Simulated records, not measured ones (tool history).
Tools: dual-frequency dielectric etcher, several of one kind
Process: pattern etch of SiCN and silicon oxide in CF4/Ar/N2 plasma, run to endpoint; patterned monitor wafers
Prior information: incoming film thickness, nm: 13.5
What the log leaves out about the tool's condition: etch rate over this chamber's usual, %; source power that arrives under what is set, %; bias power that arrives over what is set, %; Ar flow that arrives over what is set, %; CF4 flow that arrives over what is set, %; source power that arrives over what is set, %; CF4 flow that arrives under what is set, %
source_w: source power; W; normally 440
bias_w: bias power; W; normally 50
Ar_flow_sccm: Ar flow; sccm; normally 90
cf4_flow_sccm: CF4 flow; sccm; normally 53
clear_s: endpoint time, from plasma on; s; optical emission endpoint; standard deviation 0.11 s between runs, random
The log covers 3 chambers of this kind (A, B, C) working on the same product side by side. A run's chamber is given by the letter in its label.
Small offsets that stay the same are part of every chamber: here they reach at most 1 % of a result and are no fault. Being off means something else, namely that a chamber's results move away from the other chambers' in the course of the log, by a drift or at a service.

run,hour,source_w,bias_w,Ar_flow_sccm,cf4_flow_sccm,hours since the last wet clean,hours since the last source power generator calibration,hours since the last bias power generator calibration,hours since the last Ar flow controller change,hours since the last CF4 flow controller change,clear_s
1B,13.8,440,50,90,53,210.3,2692.3,1072.1,1959.2,3814.7,18.683
2A,21.1,440,50,90,53,149.2,3817.3,1136.8,522.5,599.2,18.592
3C,32.8,440,50,90,53,173.0,1399.1,1702.8,3030.4,1684.1,18.577
4C,40.5,440,50,90,53,180.7,1406.8,1710.5,3038.1,1691.8,18.434
5B,50.9,440,60,90,53,247.4,2729.4,1109.2,1996.3,3851.8,17.637
6A,64.8,440,60,90,53,192.9,3861.0,1180.5,566.2,642.9,17.497
7B,72.4,440,60,90,53,268.9,2750.9,1130.7,2017.8,3873.3,17.715
8A,81.2,440,50,90,53,209.3,3877.4,1196.9,582.6,659.3,18.504
9C,95.9,440,50,90,53,236.1,1462.2,1765.9,3093.5,1747.2,18.462
10B,110.6,480,50,90,60,307.1,2789.1,1168.9,2056.0,3911.5,16.853
# hour 117.6: chamber C: CF4 flow controller replaced
11A,122.1,480,50,90,60,250.2,3918.3,1237.8,623.5,700.2,16.776
12C,131.3,480,50,90,60,271.5,1497.6,1801.3,3128.9,13.8,16.692
13B,139.1,350,45,90,53,335.6,2817.6,1197.4,2084.5,3940.0,23.473
14A,151.0,350,45,90,53,279.1,3947.2,1266.7,652.4,729.1,23.468
15C,158.9,350,45,90,53,299.1,1525.2,1828.9,3156.5,41.4,23.227
16C,168.2,440,50,90,53,308.4,1534.5,1838.2,3165.8,50.7,18.692
17A,178.9,440,50,90,53,307.0,3975.1,1294.6,680.3,757.0,18.734
18B,189.4,440,50,90,53,385.9,2867.9,1247.7,2134.8,3990.3,18.633
# hour 197.9: chamber C: source power generator calibrated
19A,200.6,440,38,90,60,328.7,3996.8,1316.3,702.0,778.7,19.674
20B,208.3,440,38,90,60,404.8,2886.8,1266.6,2153.7,4009.2,19.696
21C,218.4,440,38,90,60,358.6,20.6,1888.4,3216.0,100.9,19.696
22B,229.6,440,50,90,53,426.1,2908.1,1287.9,2175.0,4030.5,18.579
23A,242.2,440,50,80,53,370.3,4038.4,1357.9,743.6,820.3,18.259
24C,256.8,440,50,80,53,397.0,59.0,1926.8,3254.4,139.3,18.078
25C,268.6,440,50,80,53,408.8,70.8,1938.6,3266.2,151.1,17.971

For the next run the whole fleet of 3 chambers uses the same settings. Give each chamber's results:
26A,279.5,440,50,72,53,,,,,,?
26B,279.5,440,50,72,53,,,,,,?
26C,279.5,440,50,72,53,,,,,,?

run,clear_s
26A,17.774
26B,18.153
26C,17.666
